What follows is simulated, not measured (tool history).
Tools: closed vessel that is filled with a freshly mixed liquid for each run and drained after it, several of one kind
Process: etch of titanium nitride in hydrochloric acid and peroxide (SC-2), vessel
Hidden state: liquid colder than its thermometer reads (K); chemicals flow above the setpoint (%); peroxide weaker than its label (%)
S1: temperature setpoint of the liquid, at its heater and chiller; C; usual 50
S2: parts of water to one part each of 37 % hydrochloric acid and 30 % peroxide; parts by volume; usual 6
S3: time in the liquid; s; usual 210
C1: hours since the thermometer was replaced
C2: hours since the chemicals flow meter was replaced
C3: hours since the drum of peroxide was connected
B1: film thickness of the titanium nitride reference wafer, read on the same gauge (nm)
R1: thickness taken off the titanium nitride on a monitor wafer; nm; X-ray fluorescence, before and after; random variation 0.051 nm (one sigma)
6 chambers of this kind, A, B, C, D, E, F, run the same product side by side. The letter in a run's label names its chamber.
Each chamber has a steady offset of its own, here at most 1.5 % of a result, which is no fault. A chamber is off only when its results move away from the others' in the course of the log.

run 1D hour=6.6 | S1=50 S2=6 S3=210 | C1=243.5 C2=1512.7 C3=831.4 | B1=79.948 | R1=5.1506
run 2F hour=14.3 | S1=50 S2=6 S3=210 | C1=1622.1 C2=1911.6 C3=90.4 | B1=79.996 | R1=5.2192
run 3E hour=23.6 | S1=50 S2=6 S3=210 | C1=1022.3 C2=1152.2 C3=211.9 | B1=79.97 | R1=5.2459
run 4C hour=37 | S1=50 S2=6 S3=210 | C1=484.9 C2=218.2 C3=94 | B1=79.986 | R1=5.2458
run 5B hour=49.9 | S1=50 S2=6 S3=210 | C1=736.1 C2=814.4 C3=58.1 | B1=79.988 | R1=5.2392
run 6A hour=63.5 | S1=50 S2=6 S3=210 | C1=78.3 C2=487.7 C3=346.5 | B1=80.017 | R1=5.3161
run 7D hour=74.2 | S1=50 S2=6 S3=210 | C1=311.1 C2=1580.3 C3=899 | B1=79.98 | R1=5.1514
run 8F hour=87.1 | S1=50 S2=6 S3=210 | C1=1694.9 C2=1984.4 C3=163.2 | B1=79.96 | R1=5.1725
run 9B hour=100.2 | S1=50 S2=6 S3=315 | C1=786.4 C2=864.7 C3=108.4 | B1=80.014 | R1=7.7331
run 10C hour=107.7 | S1=50 S2=6 S3=315 | C1=555.6 C2=288.9 C3=164.7 | B1=79.999 | R1=7.7559
run 11A hour=119.3 | S1=50 S2=6 S3=315 | C1=134.1 C2=543.5 C3=402.3 | B1=79.979 | R1=7.8855
-- hour=125.5 chamber F: chemicals flow meter replaced
run 12E hour=126.8 | S1=50 S2=6 S3=315 | C1=1125.5 C2=1255.4 C3=315.1 | B1=79.993 | R1=7.8621
run 13F hour=140.3 | S1=50 S2=6 S3=315 | C1=1748.1 C2=14.8 C3=216.4 | B1=79.996 | R1=7.7699
run 14D hour=153.7 | S1=50 S2=6 S3=315 | C1=390.6 C2=1659.8 C3=978.5 | B1=79.986 | R1=7.7496
run 15B hour=165.7 | S1=50 S2=6 S3=210 | C1=851.9 C2=930.2 C3=173.9 | B1=80.004 | R1=5.1593
run 16C hour=177.6 | S1=50 S2=6 S3=210 | C1=625.5 C2=358.8 C3=234.6 | B1=80.016 | R1=5.173
-- hour=180.8 chamber D: new drum of peroxide connected
run 17E hour=190.4 | S1=50 S2=6 S3=210 | C1=1189.1 C2=1319 C3=378.7 | B1=80.03 | R1=5.3101
run 18A hour=198.1 | S1=50 S2=6 S3=210 | C1=212.9 C2=622.3 C3=481.1 | B1=80.006 | R1=5.2838
run 19A hour=210.5 | S1=50 S2=6 S3=210 | C1=225.3 C2=634.7 C3=493.5 | B1=80.009 | R1=5.306
run 20B hour=220.1 | S1=50 S2=6 S3=210 | C1=906.3 C2=984.6 C3=228.3 | B1=80.002 | R1=5.08
run 21D hour=228.8 | S1=50 S2=6 S3=210 | C1=465.7 C2=1734.9 C3=48.1 | B1=80.054 | R1=5.2213
run 22C hour=243.1 | S1=50 S2=6 S3=210 | C1=691 C2=424.3 C3=300.1 | B1=80.012 | R1=5.2116
run 23E hour=251.2 | S1=50 S2=6 S3=210 | C1=1249.9 C2=1379.8 C3=439.5 | B1=80.02 | R1=5.3179
-- hour=254.8 chamber B: chemicals flow meter replaced
run 24F hour=258.8 | S1=45 S2=4 S3=210 | C1=1866.6 C2=133.3 C3=334.9 | B1=80.006 | R1=4.9956
run 25D hour=269 | S1=45 S2=4 S3=210 | C1=505.9 C2=1775.1 C3=88.3 | B1=80.007 | R1=4.8896
run 26C hour=277.6 | S1=45 S2=4 S3=210 | C1=725.5 C2=458.8 C3=334.6 | B1=80.012 | R1=5.0229
run 27E hour=286.1 | S1=45 S2=4 S3=210 | C1=1284.8 C2=1414.7 C3=474.4 | B1=79.972 | R1=5.0162
run 28B hour=292.4 | S1=45 S2=4 S3=210 | C1=978.6 C2=37.7 C3=300.6 | B1=80.031 | R1=4.7442
-- hour=295.9 chamber C: chemicals flow meter replaced
run 29A hour=298.8 | S1=45 S2=4 S3=210 | C1=313.6 C2=723 C3=581.8 | B1=79.994 | R1=4.9648
run 30F hour=308.2 | S1=50 S2=6 S3=210 | C1=1916 C2=182.7 C3=384.3 | B1=79.991 | R1=5.2159
run 31A hour=314.4 | S1=50 S2=6 S3=210 | C1=329.2 C2=738.6 C3=597.4 | B1=80.011 | R1=5.1579
run 32F hour=320.9 | S1=50 S2=6 S3=210 | C1=1928.7 C2=195.4 C3=397 | B1=80.005 | R1=5.2714
-- hour=324.2 chamber E: new drum of peroxide connected
run 33D hour=329.4 | S1=50 S2=6 S3=210 | C1=566.3 C2=1835.5 C3=148.7 | B1=80.055 | R1=5.1577
run 34E hour=341.5 | S1=50 S2=6 S3=210 | C1=1340.2 C2=1470.1 C3=17.4 | B1=80.013 | R1=5.2223
run 35B hour=348.1 | S1=50 S2=6 S3=210 | C1=1034.3 C2=93.4 C3=356.3 | B1=80.035 | R1=4.8811
run 36C hour=354.6 | S1=50 S2=6 S3=210 | C1=802.5 C2=58.7 C3=411.6 | B1=79.956 | R1=5.1573
run 37C hour=361.8 | S1=50 S2=4 S3=115 | C1=809.7 C2=65.9 C3=418.8 | B1=80.013 | R1=3.8046
run 38D hour=374.6 | S1=50 S2=4 S3=115 | C1=611.5 C2=1880.7 C3=193.9 | B1=80.001 | R1=3.7639
run 39A hour=385.5 | S1=50 S2=4 S3=115 | C1=400.3 C2=809.7 C3=668.5 | B1=80.03 | R1=3.8931
run 40F hour=394.8 | S1=50 S2=4 S3=115 | C1=2002.6 C2=269.3 C3=470.9 | B1=80.013 | R1=3.7523
run 41E hour=408.3 | S1=50 S2=4 S3=115 | C1=1407 C2=1536.9 C3=84.2 | B1=79.995 | R1=3.9395
run 42B hour=420 | S1=50 S2=4 S3=115 | C1=1106.2 C2=165.3 C3=428.2 | B1=80.014 | R1=3.4809

What goes on in this fleet: one chamber off, a drifting gauge, or nothing beyond the chambers' own small offsets? Name the chamber and the cause, if any.

Chamber B drifts away from the others.
Cause: liquid colder than its thermometer reads (K) = 1.53.

Here are 4 candidates for chamber B's next run, each the usual settings with a change, their results left as question marks. Which one brings its results back in line with what the others give on the usual settings?
In line means no further than this from the other chambers' mean on the usual settings: R1 0.18 nm
run 43B-1 hour=430.3 | S1=50 S2=6 S3=220 | R1=?
run 43B-2 hour=430.3 | S1=51 S2=6 S3=220 | R1=?
run 43B-3 hour=430.3 | S1=48.5 S2=6 S3=210 | R1=?
run 43B-4 hour=430.3 | S1=49.5 S2=6 S3=210 | R1=?

The other chambers' mean on the usual settings: R1 5.2179 nm
run=43B-1 R1=4.9563
run=43B-2 R1=5.2968
run=43B-3 R1=4.2776
run=43B-4 R1=4.5742
43B-2 brings the chamber back in line.
